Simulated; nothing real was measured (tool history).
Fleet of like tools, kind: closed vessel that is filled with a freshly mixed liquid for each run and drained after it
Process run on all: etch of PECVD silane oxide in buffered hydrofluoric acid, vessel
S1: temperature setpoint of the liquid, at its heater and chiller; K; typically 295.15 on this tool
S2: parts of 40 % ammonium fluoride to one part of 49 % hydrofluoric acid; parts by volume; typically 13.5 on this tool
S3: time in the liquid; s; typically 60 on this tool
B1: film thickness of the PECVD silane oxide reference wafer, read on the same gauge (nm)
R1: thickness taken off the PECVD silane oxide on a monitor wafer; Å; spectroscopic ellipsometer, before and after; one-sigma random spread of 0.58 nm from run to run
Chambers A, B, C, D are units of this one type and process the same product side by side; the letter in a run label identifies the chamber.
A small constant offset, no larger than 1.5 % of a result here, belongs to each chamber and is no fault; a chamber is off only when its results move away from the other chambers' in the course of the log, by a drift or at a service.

run 1C hour=5.2 | S1=295.15 S2=13.5 S3=60 | B1=69.975 | R1=606.84
run 2D hour=14.2 | S1=295.15 S2=13.5 S3=60 | B1=70.024 | R1=612.85
-- hour=18.2 chamber C: thermometer replaced
run 3A hour=23.4 | S1=295.15 S2=13.5 S3=60 | B1=70.027 | R1=601.06
run 4B hour=32.6 | S1=295.15 S2=13.5 S3=60 | B1=70.010 | R1=621.73
run 5C hour=38.6 | S1=295.15 S2=13.5 S3=60 | B1=70.028 | R1=614.00
run 6A hour=43.5 | S1=295.15 S2=13.5 S3=80 | B1=70.024 | R1=809.29
run 7B hour=51.8 | S1=295.15 S2=13.5 S3=80 | B1=70.002 | R1=827.29
run 8D hour=59.2 | S1=295.15 S2=13.5 S3=80 | B1=69.995 | R1=801.50
run 9B hour=69.0 | S1=295.15 S2=13.5 S3=80 | B1=69.982 | R1=815.81
run 10C hour=74.6 | S1=295.15 S2=13.5 S3=60 | B1=69.989 | R1=616.50
run 11D hour=84.2 | S1=295.15 S2=13.5 S3=60 | B1=69.996 | R1=603.22
run 12A hour=91.2 | S1=295.15 S2=13.5 S3=60 | B1=70.008 | R1=604.14
run 13B hour=96.3 | S1=295.15 S2=13.5 S3=60 | B1=69.994 | R1=612.97
run 14A hour=105.2 | S1=295.15 S2=13.5 S3=60 | B1=69.970 | R1=609.83
run 15C hour=110.0 | S1=295.15 S2=13.5 S3=60 | B1=70.020 | R1=611.32
run 16D hour=117.8 | S1=295.15 S2=13.5 S3=60 | B1=70.022 | R1=595.84
run 17C hour=125.5 | S1=295.15 S2=13.5 S3=60 | B1=69.993 | R1=611.96
run 18B hour=132.0 | S1=295.15 S2=13.5 S3=60 | B1=69.964 | R1=621.14
-- hour=135.7 chamber D: hydrofluoric acid flow meter replaced
run 19D hour=140.1 | S1=295.15 S2=13.5 S3=60 | B1=69.972 | R1=582.51
run 20A hour=144.6 | S1=295.15 S2=13.5 S3=60 | B1=70.031 | R1=612.38
run 21B hour=149.7 | S1=295.15 S2=13.5 S3=60 | B1=69.979 | R1=612.42
run 22A hour=157.6 | S1=295.15 S2=13.5 S3=60 | B1=70.014 | R1=607.87
run 23D hour=163.1 | S1=295.15 S2=13.5 S3=60 | B1=70.016 | R1=573.07
run 24C hour=171.0 | S1=295.15 S2=13.5 S3=60 | B1=70.003 | R1=609.44
run 25B hour=178.1 | S1=295.15 S2=13.5 S3=60 | B1=69.979 | R1=620.73
run 26D hour=182.6 | S1=295.15 S2=13.5 S3=60 | B1=69.994 | R1=562.25
run 27C hour=188.1 | S1=295.15 S2=13.5 S3=60 | B1=70.007 | R1=607.21
run 28A hour=195.5 | S1=298.65 S2=13.5 S3=60 | B1=70.031 | R1=731.39
run 29C hour=203.1 | S1=298.65 S2=13.5 S3=60 | B1=70.005 | R1=724.15
run 30A hour=212.6 | S1=298.65 S2=13.5 S3=60 | B1=70.000 | R1=733.05
-- hour=214.2 chamber A: hydrofluoric acid flow meter replaced
run 31B hour=219.5 | S1=298.65 S2=13.5 S3=60 | B1=70.009 | R1=750.66
run 32D hour=225.4 | S1=295.15 S2=13.5 S3=60 | B1=70.002 | R1=556.20
run 33A hour=231.1 | S1=295.15 S2=13.5 S3=60 | B1=69.992 | R1=606.74
run 34C hour=237.5 | S1=295.15 S2=13.5 S3=60 | B1=69.971 | R1=611.02
run 35D hour=244.0 | S1=295.15 S2=13.5 S3=60 | B1=69.969 | R1=548.02
run 36B hour=248.5 | S1=295.15 S2=13.5 S3=60 | B1=70.010 | R1=611.88
run 37C hour=253.6 | S1=297.65 S2=13.5 S3=60 | B1=70.011 | R1=706.78
run 38A hour=260.0 | S1=297.65 S2=13.5 S3=60 | B1=70.002 | R1=697.32
run 39D hour=264.4 | S1=297.65 S2=13.5 S3=60 | B1=69.986 | R1=613.34
run 40B hour=271.4 | S1=297.65 S2=13.5 S3=60 | B1=70.011 | R1=715.55
run 41D hour=276.6 | S1=295.15 S2=13.5 S3=60 | B1=70.010 | R1=534.34
run 42C hour=285.9 | S1=295.15 S2=13.5 S3=60 | B1=69.980 | R1=615.49

Next, every chamber runs the same settings. What will each give?
run 43A hour=293.1 | S1=295.15 S2=13.5 S3=60 | R1=?
run 43B hour=293.1 | S1=295.15 S2=13.5 S3=60 | R1=?
run 43C hour=293.1 | S1=295.15 S2=13.5 S3=60 | R1=?
run 43D hour=293.1 | S1=295.15 S2=13.5 S3=60 | R1=?

run=43A R1=615.51
run=43B R1=614.75
run=43C R1=613.36
run=43D R1=536.87
